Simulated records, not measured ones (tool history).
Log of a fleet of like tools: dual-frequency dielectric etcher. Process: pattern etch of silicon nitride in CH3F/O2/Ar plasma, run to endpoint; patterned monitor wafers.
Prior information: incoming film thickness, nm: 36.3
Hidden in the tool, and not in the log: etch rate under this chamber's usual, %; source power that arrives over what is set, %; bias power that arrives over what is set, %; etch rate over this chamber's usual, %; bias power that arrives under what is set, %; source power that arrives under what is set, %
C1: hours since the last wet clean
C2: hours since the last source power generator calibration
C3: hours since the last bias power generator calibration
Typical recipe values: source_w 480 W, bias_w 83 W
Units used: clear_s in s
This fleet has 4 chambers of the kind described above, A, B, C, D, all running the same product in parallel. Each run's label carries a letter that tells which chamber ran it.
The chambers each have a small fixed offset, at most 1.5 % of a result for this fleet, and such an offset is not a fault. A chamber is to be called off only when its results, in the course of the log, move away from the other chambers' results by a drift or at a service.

run 1D hour=15.4 | source_w=480 bias_w=83 | C1=96.5 C2=110.2 C3=84.5 | clear_s=46.645
run 2B hour=30.8 | source_w=480 bias_w=83 | C1=528.3 C2=80.4 C3=1713.8 | clear_s=46.614
run 3C hour=45.5 | source_w=480 bias_w=83 | C1=87.7 C2=2791.2 C3=819.7 | clear_s=47.031
-- hour=57.4 chamber B: wet clean of the chamber
run 4A hour=60.4 | source_w=480 bias_w=83 | C1=234.7 C2=492.8 C3=3221.7 | clear_s=46.518
run 5C hour=67.5 | source_w=480 bias_w=83 | C1=109.7 C2=2813.2 C3=841.7 | clear_s=47.27
run 6D hour=74.8 | source_w=480 bias_w=83 | C1=155.9 C2=169.6 C3=143.9 | clear_s=46.474
run 7B hour=88.3 | source_w=480 bias_w=83 | C1=31 C2=137.9 C3=1771.3 | clear_s=46.751
run 8A hour=103.9 | source_w=480 bias_w=77 | C1=278.2 C2=536.3 C3=3265.2 | clear_s=47.773
run 9A hour=119.8 | source_w=480 bias_w=77 | C1=294.1 C2=552.2 C3=3281.1 | clear_s=47.707
run 10C hour=133.3 | source_w=480 bias_w=77 | C1=175.5 C2=2879 C3=907.5 | clear_s=48.645
run 11B hour=144.4 | source_w=480 bias_w=77 | C1=87.1 C2=194 C3=1827.4 | clear_s=47.974
run 12D hour=155.7 | source_w=480 bias_w=83 | C1=236.8 C2=250.5 C3=224.8 | clear_s=46.33
run 13D hour=171.9 | source_w=370 bias_w=83 | C1=253 C2=266.7 C3=241 | clear_s=51.579
run 14C hour=180.8 | source_w=370 bias_w=83 | C1=223 C2=2926.5 C3=955 | clear_s=51.813
run 15A hour=196.1 | source_w=370 bias_w=83 | C1=370.4 C2=628.5 C3=3357.4 | clear_s=51.554
run 16B hour=210.8 | source_w=370 bias_w=83 | C1=153.5 C2=260.4 C3=1893.8 | clear_s=51.608
run 17C hour=224.5 | source_w=480 bias_w=83 | C1=266.7 C2=2970.2 C3=998.7 | clear_s=46.854
run 18D hour=237.4 | source_w=480 bias_w=83 | C1=318.5 C2=332.2 C3=306.5 | clear_s=46.513
run 19B hour=244.9 | source_w=480 bias_w=83 | C1=187.6 C2=294.5 C3=1927.9 | clear_s=46.741
run 20A hour=259.1 | source_w=480 bias_w=83 | C1=433.4 C2=691.5 C3=3420.4 | clear_s=46.982
run 21B hour=267.5 | source_w=480 bias_w=83 | C1=210.2 C2=317.1 C3=1950.5 | clear_s=46.606
run 22A hour=276.4 | source_w=480 bias_w=83 | C1=450.7 C2=708.8 C3=3437.7 | clear_s=46.809
run 23D hour=283.9 | source_w=480 bias_w=83 | C1=365 C2=378.7 C3=353 | clear_s=46.718
run 24C hour=295.8 | source_w=480 bias_w=83 | C1=338 C2=3041.5 C3=1070 | clear_s=47.057
run 25D hour=307.1 | source_w=480 bias_w=83 | C1=388.2 C2=401.9 C3=376.2 | clear_s=46.779
run 26A hour=319.5 | source_w=480 bias_w=83 | C1=493.8 C2=751.9 C3=3480.8 | clear_s=47.588
run 27B hour=333.7 | source_w=480 bias_w=83 | C1=276.4 C2=383.3 C3=2016.7 | clear_s=46.816
run 28C hour=346.6 | source_w=480 bias_w=83 | C1=388.8 C2=3092.3 C3=1120.8 | clear_s=47.605
run 29A hour=355.9 | source_w=480 bias_w=83 | C1=530.2 C2=788.3 C3=3517.2 | clear_s=47.669
run 30C hour=367.3 | source_w=480 bias_w=83 | C1=409.5 C2=3113 C3=1141.5 | clear_s=47.199
run 31D hour=374.8 | source_w=480 bias_w=83 | C1=455.9 C2=469.6 C3=443.9 | clear_s=46.853
run 32B hour=390 | source_w=600 bias_w=96 | C1=332.7 C2=439.6 C3=2073 | clear_s=40.657
run 33D hour=405.2 | source_w=600 bias_w=96 | C1=486.3 C2=500 C3=474.3 | clear_s=40.693
-- hour=409 chamber B: bias power generator calibrated
run 34B hour=420.3 | source_w=600 bias_w=96 | C1=363 C2=469.9 C3=11.4 | clear_s=40.758
run 35A hour=427.7 | source_w=600 bias_w=96 | C1=602 C2=860.1 C3=3589 | clear_s=42.207
run 36C hour=436.3 | source_w=480 bias_w=83 | C1=478.5 C2=3182 C3=1210.5 | clear_s=46.998

Has any chamber moved away from the others, gradually or after a service, or does the common gauge drift, or do the chambers differ only by their own small steady offsets? State the chamber and the most likely cause if one applies.

It is chamber A that slowly wanders off from its peers.
Cause: etch rate under this chamber's usual, % = 3.76.

Chamber A could run next with any of the 4 candidate recipes listed below; each alters the usual settings, and their results appear as question marks. Which one brings its results back in line with what the other chambers deliver on the usual settings?
In line means no further than this from the other chambers' mean on the usual settings: clear_s 0.63 s
run 37A-1 hour=448.1 | source_w=460 bias_w=80 | clear_s=?
run 37A-2 hour=448.1 | source_w=450 bias_w=77 | clear_s=?
run 37A-3 hour=448.1 | source_w=510 bias_w=89 | clear_s=?
run 37A-4 hour=448.1 | source_w=480 bias_w=89 | clear_s=?

What the other chambers average on the usual settings: clear_s 46.854 s
run=37A-1 clear_s=49.485
run=37A-2 clear_s=50.561
run=37A-3 clear_s=45.868
run=37A-4 clear_s=46.911
Change 37A-4 lands the chamber within the allowed miss of the other chambers.

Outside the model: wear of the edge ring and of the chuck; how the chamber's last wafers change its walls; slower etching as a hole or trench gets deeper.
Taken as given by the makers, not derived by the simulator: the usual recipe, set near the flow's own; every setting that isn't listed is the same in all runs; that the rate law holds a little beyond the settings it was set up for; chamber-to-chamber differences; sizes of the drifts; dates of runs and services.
